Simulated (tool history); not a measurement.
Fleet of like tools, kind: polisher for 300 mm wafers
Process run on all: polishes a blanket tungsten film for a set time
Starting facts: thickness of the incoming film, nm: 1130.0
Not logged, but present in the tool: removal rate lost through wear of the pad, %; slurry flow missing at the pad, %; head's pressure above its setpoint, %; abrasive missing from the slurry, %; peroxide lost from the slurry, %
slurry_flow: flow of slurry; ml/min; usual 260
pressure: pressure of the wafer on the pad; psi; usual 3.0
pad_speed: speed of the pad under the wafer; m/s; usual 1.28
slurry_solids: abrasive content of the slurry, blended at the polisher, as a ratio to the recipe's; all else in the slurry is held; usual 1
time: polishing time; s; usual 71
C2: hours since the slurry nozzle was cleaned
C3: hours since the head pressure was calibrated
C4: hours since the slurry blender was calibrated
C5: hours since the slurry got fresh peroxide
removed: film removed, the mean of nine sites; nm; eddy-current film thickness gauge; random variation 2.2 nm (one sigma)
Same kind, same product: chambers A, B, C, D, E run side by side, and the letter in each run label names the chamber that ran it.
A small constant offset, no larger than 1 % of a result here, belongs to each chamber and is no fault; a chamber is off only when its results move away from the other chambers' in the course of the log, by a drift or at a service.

{"day": 0.225, "done": "chamber B: worn pad replaced by a new one"}
{"run": "1C", "day": 0.4, "slurry_flow": 260, "pressure": 3.0, "pad_speed": 1.28, "slurry_solids": 1, "time": 71, "wafers polished on this pad": 126, "C2": 407.1, "C3": 238.5, "C4": 160.6, "C5": 85.8, "removed": 344.48}
{"run": "2D", "day": 0.829, "slurry_flow": 260, "pressure": 3.0, "pad_speed": 1.28, "slurry_solids": 1, "time": 71, "wafers polished on this pad": 863, "C2": 454.8, "C3": 1307.5, "C4": 28.3, "C5": 83.1, "removed": 346.14}
{"day": 1.05, "done": "chamber E: slurry tank refilled with fresh slurry and peroxide"}
{"day": 1.138, "done": "chamber E: worn pad replaced by a new one"}
{"day": 1.242, "done": "chamber C: slurry tank refilled with fresh slurry and peroxide"}
{"day": 1.25, "done": "chamber A: slurry tank refilled with fresh slurry and peroxide"}
{"run": "3E", "day": 1.354, "slurry_flow": 260, "pressure": 3.0, "pad_speed": 1.28, "slurry_solids": 1, "time": 71, "wafers polished on this pad": 49, "C2": 836.4, "C3": 682.4, "C4": 66.9, "C5": 7.4, "removed": 351.11}
{"day": 1.362, "done": "chamber B: slurry tank refilled with fresh slurry and peroxide"}
{"day": 1.829, "done": "chamber C: slurry nozzle cleaned"}
{"run": "4A", "day": 1.85, "slurry_flow": 260, "pressure": 3.0, "pad_speed": 1.28, "slurry_solids": 1, "time": 71, "wafers polished on this pad": 1163, "C2": 503.5, "C3": 200.4, "C4": 89.9, "C5": 14.5, "removed": 344.59}
{"day": 2.158, "done": "chamber A: worn pad replaced by a new one"}
{"run": "5B", "day": 2.462, "slurry_flow": 260, "pressure": 3.0, "pad_speed": 1.44, "slurry_solids": 1, "time": 71, "wafers polished on this pad": 505, "C2": 180.1, "C3": 133.3, "C4": 84.8, "C5": 26.4, "removed": 391.27}
{"day": 2.796, "done": "chamber D: slurry tank refilled with fresh slurry and peroxide"}
{"day": 2.908, "done": "chamber D: worn pad replaced by a new one"}
{"run": "6D", "day": 3.15, "slurry_flow": 260, "pressure": 3.0, "pad_speed": 1.44, "slurry_solids": 1, "time": 71, "wafers polished on this pad": 54, "C2": 510.5, "C3": 1363.2, "C4": 84.0, "C5": 8.5, "removed": 397.6}
{"run": "7B", "day": 3.638, "slurry_flow": 260, "pressure": 3.0, "pad_speed": 1.44, "slurry_solids": 1, "time": 71, "wafers polished on this pad": 771, "C2": 208.3, "C3": 161.5, "C4": 113.0, "C5": 54.6, "removed": 391.73}
{"run": "8E", "day": 4.146, "slurry_flow": 260, "pressure": 3.0, "pad_speed": 1.44, "slurry_solids": 1, "time": 71, "wafers polished on this pad": 680, "C2": 903.4, "C3": 749.4, "C4": 133.9, "C5": 74.4, "removed": 393.46}
{"day": 4.175, "done": "chamber A: slurry blender recalibrated"}
{"day": 4.204, "done": "chamber D: slurry blender recalibrated"}
{"day": 4.454, "done": "chamber E: slurry tank refilled with fresh slurry and peroxide"}
{"run": "9A", "day": 4.454, "slurry_flow": 260, "pressure": 3.0, "pad_speed": 1.44, "slurry_solids": 1, "time": 71, "wafers polished on this pad": 518, "C2": 566.0, "C3": 262.9, "C4": 6.8, "C5": 77.0, "removed": 390.67}
{"run": "10C", "day": 4.754, "slurry_flow": 260, "pressure": 3.0, "pad_speed": 1.28, "slurry_solids": 1, "time": 71, "wafers polished on this pad": 1109, "C2": 70.2, "C3": 343.0, "C4": 265.1, "C5": 84.3, "removed": 347.8}
{"day": 4.958, "done": "chamber B: slurry tank refilled with fresh slurry and peroxide"}
{"day": 5.025, "done": "chamber D: head pressure recalibrated"}
{"day": 5.05, "done": "chamber B: worn pad replaced by a new one"}
{"day": 5.325, "done": "chamber A: slurry tank refilled with fresh slurry and peroxide"}
{"run": "11B", "day": 5.342, "slurry_flow": 260, "pressure": 3.0, "pad_speed": 1.28, "slurry_solids": 1, "time": 71, "wafers polished on this pad": 66, "C2": 249.2, "C3": 202.4, "C4": 153.9, "C5": 9.2, "removed": 352.64}
{"day": 5.367, "done": "chamber D: slurry nozzle cleaned"}
{"day": 5.492, "done": "chamber C: slurry blender recalibrated"}
{"day": 5.504, "done": "chamber E: slurry nozzle cleaned"}
{"day": 5.571, "done": "chamber C: slurry tank refilled with fresh slurry and peroxide"}
{"day": 5.871, "done": "chamber E: worn pad replaced by a new one"}
{"run": "12C", "day": 5.9, "slurry_flow": 175, "pressure": 3.0, "pad_speed": 1.28, "slurry_solids": 1, "time": 71, "wafers polished on this pad": 1368, "C2": 97.7, "C3": 370.5, "C4": 9.9, "C5": 7.9, "removed": 334.94}
{"day": 5.975, "done": "chamber C: worn pad replaced by a new one"}
{"run": "13D", "day": 6.25, "slurry_flow": 175, "pressure": 3.0, "pad_speed": 1.28, "slurry_solids": 1, "time": 71, "wafers polished on this pad": 754, "C2": 21.3, "C3": 29.5, "C4": 49.1, "C5": 82.9, "removed": 333.59}
{"day": 6.608, "done": "chamber A: head pressure recalibrated"}
{"run": "14A", "day": 6.871, "slurry_flow": 175, "pressure": 3.0, "pad_speed": 1.28, "slurry_solids": 1, "time": 71, "wafers polished on this pad": 1064, "C2": 624.0, "C3": 6.3, "C4": 64.8, "C5": 37.2, "removed": 327.84}
{"day": 7.288, "done": "chamber A: worn pad replaced by a new one"}
{"run": "15E", "day": 7.358, "slurry_flow": 175, "pressure": 3.0, "pad_speed": 1.28, "slurry_solids": 1, "time": 71, "wafers polished on this pad": 336, "C2": 44.6, "C3": 826.5, "C4": 211.0, "C5": 69.8, "removed": 331.56}
{"run": "16C", "day": 7.842, "slurry_flow": 175, "pressure": 3.0, "pad_speed": 1.28, "slurry_solids": 1, "time": 71, "wafers polished on this pad": 422, "C2": 144.3, "C3": 417.1, "C4": 56.5, "C5": 54.5, "removed": 326.09}
{"day": 7.95, "done": "chamber E: slurry tank refilled with fresh slurry and peroxide"}
{"run": "17E", "day": 8.171, "slurry_flow": 260, "pressure": 3.0, "pad_speed": 1.28, "slurry_solids": 1, "time": 71, "wafers polished on this pad": 519, "C2": 64.1, "C3": 846.0, "C4": 230.5, "C5": 5.4, "removed": 347.48}
{"day": 8.429, "done": "chamber B: slurry tank refilled with fresh slurry and peroxide"}
{"day": 8.746, "done": "chamber E: slurry blender recalibrated"}
{"run": "18A", "day": 8.783, "slurry_flow": 260, "pressure": 3.0, "pad_speed": 1.28, "slurry_solids": 1, "time": 71, "wafers polished on this pad": 338, "C2": 669.9, "C3": 52.2, "C4": 110.7, "C5": 83.1, "removed": 349.63}
{"day": 8.971, "done": "chamber D: slurry blender recalibrated"}
{"day": 8.988, "done": "chamber D: worn pad replaced by a new one"}
{"day": 8.996, "done": "chamber D: slurry tank refilled with fresh slurry and peroxide"}
{"run": "19B", "day": 9.288, "slurry_flow": 260, "pressure": 3.0, "pad_speed": 1.28, "slurry_solids": 1, "time": 71, "wafers polished on this pad": 957, "C2": 343.9, "C3": 297.1, "C4": 248.6, "C5": 20.6, "removed": 348.0}
{"run": "20D", "day": 9.692, "slurry_flow": 260, "pressure": 3.0, "pad_speed": 1.28, "slurry_solids": 1, "time": 71, "wafers polished on this pad": 159, "C2": 103.9, "C3": 112.1, "C4": 17.4, "C5": 16.8, "removed": 351.51}
{"run": "21E", "day": 10.154, "slurry_flow": 260, "pressure": 2.5, "pad_speed": 1.28, "slurry_solids": 1, "time": 56, "wafers polished on this pad": 967, "C2": 111.7, "C3": 893.6, "C4": 33.9, "C5": 53.0, "removed": 227.83}
{"day": 10.183, "done": "chamber A: slurry tank refilled with fresh slurry and peroxide"}
{"day": 10.188, "done": "chamber C: slurry tank refilled with fresh slurry and peroxide"}
{"day": 10.225, "done": "chamber B: worn pad replaced by a new one"}
{"day": 10.562, "done": "chamber E: worn pad replaced by a new one"}
{"day": 10.754, "done": "chamber A: slurry blender recalibrated"}
{"run": "22A", "day": 10.842, "slurry_flow": 260, "pressure": 2.5, "pad_speed": 1.28, "slurry_solids": 1, "time": 56, "wafers polished on this pad": 803, "C2": 719.3, "C3": 101.6, "C4": 2.2, "C5": 15.8, "removed": 227.19}
{"run": "23C", "day": 11.238, "slurry_flow": 260, "pressure": 2.5, "pad_speed": 1.28, "slurry_solids": 1, "time": 56, "wafers polished on this pad": 1189, "C2": 225.8, "C3": 498.6, "C4": 138.0, "C5": 25.3, "removed": 229.64}
{"run": "24D", "day": 11.667, "slurry_flow": 260, "pressure": 2.5, "pad_speed": 1.28, "slurry_solids": 1, "time": 56, "wafers polished on this pad": 605, "C2": 151.3, "C3": 159.5, "C4": 64.8, "C5": 64.2, "removed": 231.87}
{"day": 11.888, "done": "chamber E: slurry tank refilled with fresh slurry and peroxide"}
{"run": "25B", "day": 12.317, "slurry_flow": 260, "pressure": 2.5, "pad_speed": 1.28, "slurry_solids": 1, "time": 56, "wafers polished on this pad": 472, "C2": 416.6, "C3": 369.8, "C4": 321.3, "C5": 93.3, "removed": 225.95}
{"day": 12.329, "done": "chamber B: slurry tank refilled with fresh slurry and peroxide"}
{"day": 12.562, "done": "chamber C: worn pad replaced by a new one"}
{"run": "26A", "day": 12.642, "slurry_flow": 260, "pressure": 3.9, "pad_speed": 1.28, "slurry_solids": 1, "time": 71, "wafers polished on this pad": 1210, "C2": 762.5, "C3": 144.8, "C4": 45.4, "C5": 59.0, "removed": 454.73}
{"run": "27B", "day": 13.183, "slurry_flow": 260, "pressure": 3.9, "pad_speed": 1.28, "slurry_solids": 1, "time": 71, "wafers polished on this pad": 668, "C2": 437.4, "C3": 390.6, "C4": 342.1, "C5": 20.6, "removed": 453.61}
{"day": 13.362, "done": "chamber A: slurry nozzle cleaned"}
{"day": 13.825, "done": "chamber D: worn pad replaced by a new one"}
{"run": "28D", "day": 13.85, "slurry_flow": 260, "pressure": 3.9, "pad_speed": 1.28, "slurry_solids": 1, "time": 71, "wafers polished on this pad": 6, "C2": 203.7, "C3": 211.9, "C4": 117.2, "C5": 116.6, "removed": 452.6}
{"day": 13.992, "done": "chamber A: worn pad replaced by a new one"}
{"day": 14.062, "done": "chamber C: slurry tank refilled with fresh slurry and peroxide"}
{"run": "29C", "day": 14.533, "slurry_flow": 260, "pressure": 3.9, "pad_speed": 1.28, "slurry_solids": 1, "time": 71, "wafers polished on this pad": 445, "C2": 304.9, "C3": 577.7, "C4": 217.1, "C5": 11.4, "removed": 449.55}
{"day": 14.612, "done": "chamber A: slurry tank refilled with fresh slurry and peroxide"}
{"day": 14.625, "done": "chamber D: slurry blender recalibrated"}
{"day": 14.829, "done": "chamber D: slurry tank refilled with fresh slurry and peroxide"}
{"run": "30E", "day": 14.85, "slurry_flow": 260, "pressure": 3.9, "pad_speed": 1.28, "slurry_solids": 1, "time": 71, "wafers polished on this pad": 968, "C2": 224.4, "C3": 1006.3, "C4": 146.6, "C5": 71.2, "removed": 460.02}
{"day": 15.308, "done": "chamber B: worn pad replaced by a new one"}
{"run": "31C", "day": 15.371, "slurry_flow": 260, "pressure": 3.0, "pad_speed": 1.28, "slurry_solids": 1, "time": 71, "wafers polished on this pad": 634, "C2": 325.0, "C3": 597.8, "C4": 237.2, "C5": 31.5, "removed": 351.4}
{"day": 15.725, "done": "chamber B: slurry tank refilled with fresh slurry and peroxide"}
{"run": "32D", "day": 16.054, "slurry_flow": 260, "pressure": 3.0, "pad_speed": 1.28, "slurry_solids": 1, "time": 71, "wafers polished on this pad": 504, "C2": 256.6, "C3": 264.8, "C4": 34.4, "C5": 29.5, "removed": 352.94}
{"day": 16.562, "done": "chamber A: slurry blender recalibrated"}
{"run": "33A", "day": 16.617, "slurry_flow": 260, "pressure": 3.0, "pad_speed": 1.28, "slurry_solids": 1, "time": 71, "wafers polished on this pad": 593, "C2": 78.1, "C3": 240.2, "C4": 1.4, "C5": 48.2, "removed": 347.19}
{"run": "34B", "day": 17.162, "slurry_flow": 260, "pressure": 3.0, "pad_speed": 1.28, "slurry_solids": 1, "time": 71, "wafers polished on this pad": 419, "C2": 532.9, "C3": 486.1, "C4": 437.6, "C5": 34.6, "removed": 345.46}

All chambers now run identical settings, listed one chamber a line with results as question marks. What results will each chamber show?
{"run": "35A", "day": 17.658, "slurry_flow": 260, "pressure": 3.0, "pad_speed": 1.28, "slurry_solids": 1, "time": 71, "removed": "?"}
{"run": "35B", "day": 17.658, "slurry_flow": 260, "pressure": 3.0, "pad_speed": 1.28, "slurry_solids": 1, "time": 71, "removed": "?"}
{"run": "35C", "day": 17.658, "slurry_flow": 260, "pressure": 3.0, "pad_speed": 1.28, "slurry_solids": 1, "time": 71, "removed": "?"}
{"run": "35D", "day": 17.658, "slurry_flow": 260, "pressure": 3.0, "pad_speed": 1.28, "slurry_solids": 1, "time": 71, "removed": "?"}
{"run": "35E", "day": 17.658, "slurry_flow": 260, "pressure": 3.0, "pad_speed": 1.28, "slurry_solids": 1, "time": 71, "removed": "?"}

run=35A removed=347.70
run=35B removed=346.46
run=35C removed=347.90
run=35D removed=356.22
run=35E removed=346.24
